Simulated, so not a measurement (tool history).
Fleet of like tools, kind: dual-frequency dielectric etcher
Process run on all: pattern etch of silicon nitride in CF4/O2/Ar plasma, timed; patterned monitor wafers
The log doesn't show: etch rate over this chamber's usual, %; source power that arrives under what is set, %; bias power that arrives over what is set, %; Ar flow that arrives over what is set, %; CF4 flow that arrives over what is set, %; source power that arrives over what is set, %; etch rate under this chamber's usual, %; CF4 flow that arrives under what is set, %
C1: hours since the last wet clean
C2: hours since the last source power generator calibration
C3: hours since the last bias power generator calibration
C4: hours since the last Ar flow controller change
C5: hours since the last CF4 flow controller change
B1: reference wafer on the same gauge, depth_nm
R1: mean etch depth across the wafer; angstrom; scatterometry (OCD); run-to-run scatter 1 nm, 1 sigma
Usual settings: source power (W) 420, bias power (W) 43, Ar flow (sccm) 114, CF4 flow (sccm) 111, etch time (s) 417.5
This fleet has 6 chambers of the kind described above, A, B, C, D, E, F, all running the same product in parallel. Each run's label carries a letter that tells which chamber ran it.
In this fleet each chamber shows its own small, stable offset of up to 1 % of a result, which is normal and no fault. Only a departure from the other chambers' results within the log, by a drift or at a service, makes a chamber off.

{"run": "1C", "hour": 3.4, "source power (W)": 420, "bias power (W)": 43, "Ar flow (sccm)": 114, "CF4 flow (sccm)": 111, "etch time (s)": 417.5, "C1": 465.9, "C2": 1002.0, "C3": 869.1, "C4": 4205.3, "C5": 2419.7, "B1": 686.06, "R1": 6391.1}
{"run": "2A", "hour": 6.5, "source power (W)": 420, "bias power (W)": 43, "Ar flow (sccm)": 114, "CF4 flow (sccm)": 111, "etch time (s)": 417.5, "C1": 212.6, "C2": 1665.6, "C3": 1428.1, "C4": 1165.7, "C5": 1848.7, "B1": 685.97, "R1": 6429.8}
{"run": "3D", "hour": 12.3, "source power (W)": 420, "bias power (W)": 43, "Ar flow (sccm)": 114, "CF4 flow (sccm)": 111, "etch time (s)": 417.5, "C1": 30.9, "C2": 2038.8, "C3": 292.0, "C4": 1830.8, "C5": 228.4, "B1": 686.21, "R1": 6391.8}
{"run": "4B", "hour": 18.8, "source power (W)": 420, "bias power (W)": 43, "Ar flow (sccm)": 114, "CF4 flow (sccm)": 111, "etch time (s)": 417.5, "C1": 109.3, "C2": 854.1, "C3": 3205.4, "C4": 894.4, "C5": 2594.7, "B1": 686.31, "R1": 6435.2}
{"run": "5F", "hour": 24.5, "source power (W)": 420, "bias power (W)": 43, "Ar flow (sccm)": 114, "CF4 flow (sccm)": 111, "etch time (s)": 417.5, "C1": 391.1, "C2": 1203.4, "C3": 2442.1, "C4": 1963.9, "C5": 1744.4, "B1": 686.65, "R1": 6446.7}
{"run": "6E", "hour": 28.5, "source power (W)": 420, "bias power (W)": 43, "Ar flow (sccm)": 114, "CF4 flow (sccm)": 111, "etch time (s)": 417.5, "C1": 260.0, "C2": 4398.6, "C3": 4350.7, "C4": 2702.9, "C5": 1566.1, "B1": 686.46, "R1": 6366.1}
{"run": "7F", "hour": 31.4, "source power (W)": 420, "bias power (W)": 43, "Ar flow (sccm)": 131, "CF4 flow (sccm)": 131, "etch time (s)": 417.5, "C1": 398.0, "C2": 1210.3, "C3": 2449.0, "C4": 1970.8, "C5": 1751.3, "B1": 686.6, "R1": 6473.9}
{"run": "8E", "hour": 36.2, "source power (W)": 420, "bias power (W)": 43, "Ar flow (sccm)": 131, "CF4 flow (sccm)": 131, "etch time (s)": 417.5, "C1": 267.7, "C2": 4406.3, "C3": 4358.4, "C4": 2710.6, "C5": 1573.8, "B1": 686.89, "R1": 6379.5}
{"run": "9C", "hour": 41.2, "source power (W)": 420, "bias power (W)": 43, "Ar flow (sccm)": 131, "CF4 flow (sccm)": 131, "etch time (s)": 417.5, "C1": 503.7, "C2": 1039.8, "C3": 906.9, "C4": 4243.1, "C5": 2457.5, "B1": 686.9, "R1": 6387.9}
{"run": "10D", "hour": 45.4, "source power (W)": 420, "bias power (W)": 43, "Ar flow (sccm)": 131, "CF4 flow (sccm)": 131, "etch time (s)": 417.5, "C1": 64.0, "C2": 2071.9, "C3": 325.1, "C4": 1863.9, "C5": 261.5, "B1": 686.65, "R1": 6420.2}
{"hour": 45.7, "done": "chamber F: wet clean of the chamber"}
{"run": "11A", "hour": 51.5, "source power (W)": 420, "bias power (W)": 43, "Ar flow (sccm)": 131, "CF4 flow (sccm)": 131, "etch time (s)": 417.5, "C1": 257.6, "C2": 1710.6, "C3": 1473.1, "C4": 1210.7, "C5": 1893.7, "B1": 687.26, "R1": 6463.2}
{"run": "12B", "hour": 54.8, "source power (W)": 420, "bias power (W)": 43, "Ar flow (sccm)": 131, "CF4 flow (sccm)": 131, "etch time (s)": 417.5, "C1": 145.3, "C2": 890.1, "C3": 3241.4, "C4": 930.4, "C5": 2630.7, "B1": 687.28, "R1": 6463.4}
{"run": "13D", "hour": 59.5, "source power (W)": 420, "bias power (W)": 43, "Ar flow (sccm)": 114, "CF4 flow (sccm)": 111, "etch time (s)": 417.5, "C1": 78.1, "C2": 2086.0, "C3": 339.2, "C4": 1878.0, "C5": 275.6, "B1": 687.49, "R1": 6390.3}
{"run": "14F", "hour": 66.0, "source power (W)": 420, "bias power (W)": 34, "Ar flow (sccm)": 114, "CF4 flow (sccm)": 111, "etch time (s)": 417.5, "C1": 20.3, "C2": 1244.9, "C3": 2483.6, "C4": 2005.4, "C5": 1785.9, "B1": 687.68, "R1": 5954.1}
{"run": "15C", "hour": 72.4, "source power (W)": 420, "bias power (W)": 34, "Ar flow (sccm)": 114, "CF4 flow (sccm)": 111, "etch time (s)": 417.5, "C1": 534.9, "C2": 1071.0, "C3": 938.1, "C4": 4274.3, "C5": 2488.7, "B1": 687.38, "R1": 5882.0}
{"run": "16A", "hour": 76.0, "source power (W)": 420, "bias power (W)": 34, "Ar flow (sccm)": 114, "CF4 flow (sccm)": 111, "etch time (s)": 417.5, "C1": 282.1, "C2": 1735.1, "C3": 1497.6, "C4": 1235.2, "C5": 1918.2, "B1": 687.94, "R1": 5929.2}
{"run": "17E", "hour": 82.2, "source power (W)": 420, "bias power (W)": 34, "Ar flow (sccm)": 114, "CF4 flow (sccm)": 111, "etch time (s)": 417.5, "C1": 313.7, "C2": 4452.3, "C3": 4404.4, "C4": 2756.6, "C5": 1619.8, "B1": 688.23, "R1": 5849.5}
{"run": "18B", "hour": 87.9, "source power (W)": 420, "bias power (W)": 34, "Ar flow (sccm)": 114, "CF4 flow (sccm)": 111, "etch time (s)": 417.5, "C1": 178.4, "C2": 923.2, "C3": 3274.5, "C4": 963.5, "C5": 2663.8, "B1": 687.96, "R1": 5919.2}
{"run": "19D", "hour": 93.4, "source power (W)": 420, "bias power (W)": 34, "Ar flow (sccm)": 114, "CF4 flow (sccm)": 111, "etch time (s)": 417.5, "C1": 112.0, "C2": 2119.9, "C3": 373.1, "C4": 1911.9, "C5": 309.5, "B1": 688.05, "R1": 5904.7}
{"run": "20E", "hour": 97.3, "source power (W)": 420, "bias power (W)": 43, "Ar flow (sccm)": 114, "CF4 flow (sccm)": 111, "etch time (s)": 417.5, "C1": 328.8, "C2": 4467.4, "C3": 4419.5, "C4": 2771.7, "C5": 1634.9, "B1": 688.25, "R1": 6387.5}
{"run": "21F", "hour": 101.5, "source power (W)": 420, "bias power (W)": 43, "Ar flow (sccm)": 114, "CF4 flow (sccm)": 111, "etch time (s)": 417.5, "C1": 55.8, "C2": 1280.4, "C3": 2519.1, "C4": 2040.9, "C5": 1821.4, "B1": 688.03, "R1": 6468.7}
{"run": "22B", "hour": 105.7, "source power (W)": 420, "bias power (W)": 43, "Ar flow (sccm)": 114, "CF4 flow (sccm)": 111, "etch time (s)": 417.5, "C1": 196.2, "C2": 941.0, "C3": 3292.3, "C4": 981.3, "C5": 2681.6, "B1": 688.06, "R1": 6473.0}
{"run": "23A", "hour": 111.7, "source power (W)": 420, "bias power (W)": 43, "Ar flow (sccm)": 114, "CF4 flow (sccm)": 111, "etch time (s)": 417.5, "C1": 317.8, "C2": 1770.8, "C3": 1533.3, "C4": 1270.9, "C5": 1953.9, "B1": 688.48, "R1": 6430.2}
{"run": "24C", "hour": 118.0, "source power (W)": 420, "bias power (W)": 43, "Ar flow (sccm)": 114, "CF4 flow (sccm)": 111, "etch time (s)": 417.5, "C1": 580.5, "C2": 1116.6, "C3": 983.7, "C4": 4319.9, "C5": 2534.3, "B1": 688.48, "R1": 6407.8}
{"run": "25E", "hour": 124.4, "source power (W)": 420, "bias power (W)": 43, "Ar flow (sccm)": 96, "CF4 flow (sccm)": 111, "etch time (s)": 467.0, "C1": 355.9, "C2": 4494.5, "C3": 4446.6, "C4": 2798.8, "C5": 1662.0, "B1": 688.89, "R1": 7316.8}
{"hour": 127.7, "done": "chamber E: bias power generator calibrated"}
{"run": "26A", "hour": 129.1, "source power (W)": 420, "bias power (W)": 43, "Ar flow (sccm)": 96, "CF4 flow (sccm)": 111, "etch time (s)": 467.0, "C1": 335.2, "C2": 1788.2, "C3": 1550.7, "C4": 1288.3, "C5": 1971.3, "B1": 688.85, "R1": 7356.6}
{"run": "27F", "hour": 134.7, "source power (W)": 420, "bias power (W)": 43, "Ar flow (sccm)": 96, "CF4 flow (sccm)": 111, "etch time (s)": 467.0, "C1": 89.0, "C2": 1313.6, "C3": 2552.3, "C4": 2074.1, "C5": 1854.6, "B1": 689.32, "R1": 7390.0}
{"run": "28C", "hour": 137.8, "source power (W)": 420, "bias power (W)": 43, "Ar flow (sccm)": 96, "CF4 flow (sccm)": 111, "etch time (s)": 467.0, "C1": 600.3, "C2": 1136.4, "C3": 1003.5, "C4": 4339.7, "C5": 2554.1, "B1": 689.06, "R1": 7348.4}
{"run": "29D", "hour": 143.7, "source power (W)": 420, "bias power (W)": 43, "Ar flow (sccm)": 96, "CF4 flow (sccm)": 111, "etch time (s)": 467.0, "C1": 162.3, "C2": 2170.2, "C3": 423.4, "C4": 1962.2, "C5": 359.8, "B1": 689.01, "R1": 7312.5}
{"hour": 145.1, "done": "chamber C: wet clean of the chamber"}
{"run": "30B", "hour": 148.6, "source power (W)": 420, "bias power (W)": 43, "Ar flow (sccm)": 96, "CF4 flow (sccm)": 111, "etch time (s)": 467.0, "C1": 239.1, "C2": 983.9, "C3": 3335.2, "C4": 1024.2, "C5": 2724.5, "B1": 689.2, "R1": 7378.6}
{"hour": 148.8, "done": "chamber A: wet clean of the chamber"}
{"run": "31C", "hour": 152.6, "source power (W)": 420, "bias power (W)": 43, "Ar flow (sccm)": 114, "CF4 flow (sccm)": 111, "etch time (s)": 417.5, "C1": 7.6, "C2": 1151.2, "C3": 1018.3, "C4": 4354.5, "C5": 2568.9, "B1": 689.74, "R1": 6401.5}
{"run": "32B", "hour": 157.2, "source power (W)": 420, "bias power (W)": 43, "Ar flow (sccm)": 114, "CF4 flow (sccm)": 111, "etch time (s)": 417.5, "C1": 247.7, "C2": 992.5, "C3": 3343.8, "C4": 1032.8, "C5": 2733.1, "B1": 689.27, "R1": 6490.5}
{"run": "33E", "hour": 162.8, "source power (W)": 420, "bias power (W)": 43, "Ar flow (sccm)": 114, "CF4 flow (sccm)": 111, "etch time (s)": 417.5, "C1": 394.3, "C2": 4532.9, "C3": 35.2, "C4": 2837.2, "C5": 1700.4, "B1": 689.73, "R1": 6409.6}
{"run": "34A", "hour": 166.5, "source power (W)": 420, "bias power (W)": 43, "Ar flow (sccm)": 114, "CF4 flow (sccm)": 111, "etch time (s)": 417.5, "C1": 17.7, "C2": 1825.6, "C3": 1588.1, "C4": 1325.7, "C5": 2008.7, "B1": 689.65, "R1": 6458.0}
{"run": "35F", "hour": 170.7, "source power (W)": 420, "bias power (W)": 43, "Ar flow (sccm)": 114, "CF4 flow (sccm)": 111, "etch time (s)": 417.5, "C1": 125.0, "C2": 1349.6, "C3": 2588.3, "C4": 2110.1, "C5": 1890.6, "B1": 689.84, "R1": 6488.5}
{"run": "36D", "hour": 174.8, "source power (W)": 420, "bias power (W)": 43, "Ar flow (sccm)": 114, "CF4 flow (sccm)": 86, "etch time (s)": 417.5, "C1": 193.4, "C2": 2201.3, "C3": 454.5, "C4": 1993.3, "C5": 390.9, "B1": 690.04, "R1": 6205.0}
{"run": "37E", "hour": 178.5, "source power (W)": 420, "bias power (W)": 43, "Ar flow (sccm)": 114, "CF4 flow (sccm)": 86, "etch time (s)": 417.5, "C1": 410.0, "C2": 4548.6, "C3": 50.9, "C4": 2852.9, "C5": 1716.1, "B1": 690.15, "R1": 6192.5}
{"run": "38B", "hour": 184.7, "source power (W)": 420, "bias power (W)": 43, "Ar flow (sccm)": 114, "CF4 flow (sccm)": 86, "etch time (s)": 417.5, "C1": 275.2, "C2": 1020.0, "C3": 3371.3, "C4": 1060.3, "C5": 2760.6, "B1": 690.03, "R1": 6260.6}
{"run": "39C", "hour": 189.7, "source power (W)": 420, "bias power (W)": 43, "Ar flow (sccm)": 114, "CF4 flow (sccm)": 86, "etch time (s)": 417.5, "C1": 44.7, "C2": 1188.3, "C3": 1055.4, "C4": 4391.6, "C5": 2606.0, "B1": 690.29, "R1": 6205.3}
{"run": "40A", "hour": 195.2, "source power (W)": 420, "bias power (W)": 43, "Ar flow (sccm)": 114, "CF4 flow (sccm)": 86, "etch time (s)": 417.5, "C1": 46.4, "C2": 1854.3, "C3": 1616.8, "C4": 1354.4, "C5": 2037.4, "B1": 690.59, "R1": 6257.8}

Next, every chamber runs the same settings. What will each give?
{"run": "41A", "hour": 200.1, "source power (W)": 420, "bias power (W)": 51, "Ar flow (sccm)": 114, "CF4 flow (sccm)": 111, "etch time (s)": 417.5, "R1": "?"}
{"run": "41B", "hour": 200.1, "source power (W)": 420, "bias power (W)": 51, "Ar flow (sccm)": 114, "CF4 flow (sccm)": 111, "etch time (s)": 417.5, "R1": "?"}
{"run": "41C", "hour": 200.1, "source power (W)": 420, "bias power (W)": 51, "Ar flow (sccm)": 114, "CF4 flow (sccm)": 111, "etch time (s)": 417.5, "R1": "?"}
{"run": "41D", "hour": 200.1, "source power (W)": 420, "bias power (W)": 51, "Ar flow (sccm)": 114, "CF4 flow (sccm)": 111, "etch time (s)": 417.5, "R1": "?"}
{"run": "41E", "hour": 200.1, "source power (W)": 420, "bias power (W)": 51, "Ar flow (sccm)": 114, "CF4 flow (sccm)": 111, "etch time (s)": 417.5, "R1": "?"}
{"run": "41F", "hour": 200.1, "source power (W)": 420, "bias power (W)": 51, "Ar flow (sccm)": 114, "CF4 flow (sccm)": 111, "etch time (s)": 417.5, "R1": "?"}

run=41A R1=6887.9
run=41B R1=6897.3
run=41C R1=6834.4
run=41D R1=6843.5
run=41E R1=6843.2
run=41F R1=6898.4

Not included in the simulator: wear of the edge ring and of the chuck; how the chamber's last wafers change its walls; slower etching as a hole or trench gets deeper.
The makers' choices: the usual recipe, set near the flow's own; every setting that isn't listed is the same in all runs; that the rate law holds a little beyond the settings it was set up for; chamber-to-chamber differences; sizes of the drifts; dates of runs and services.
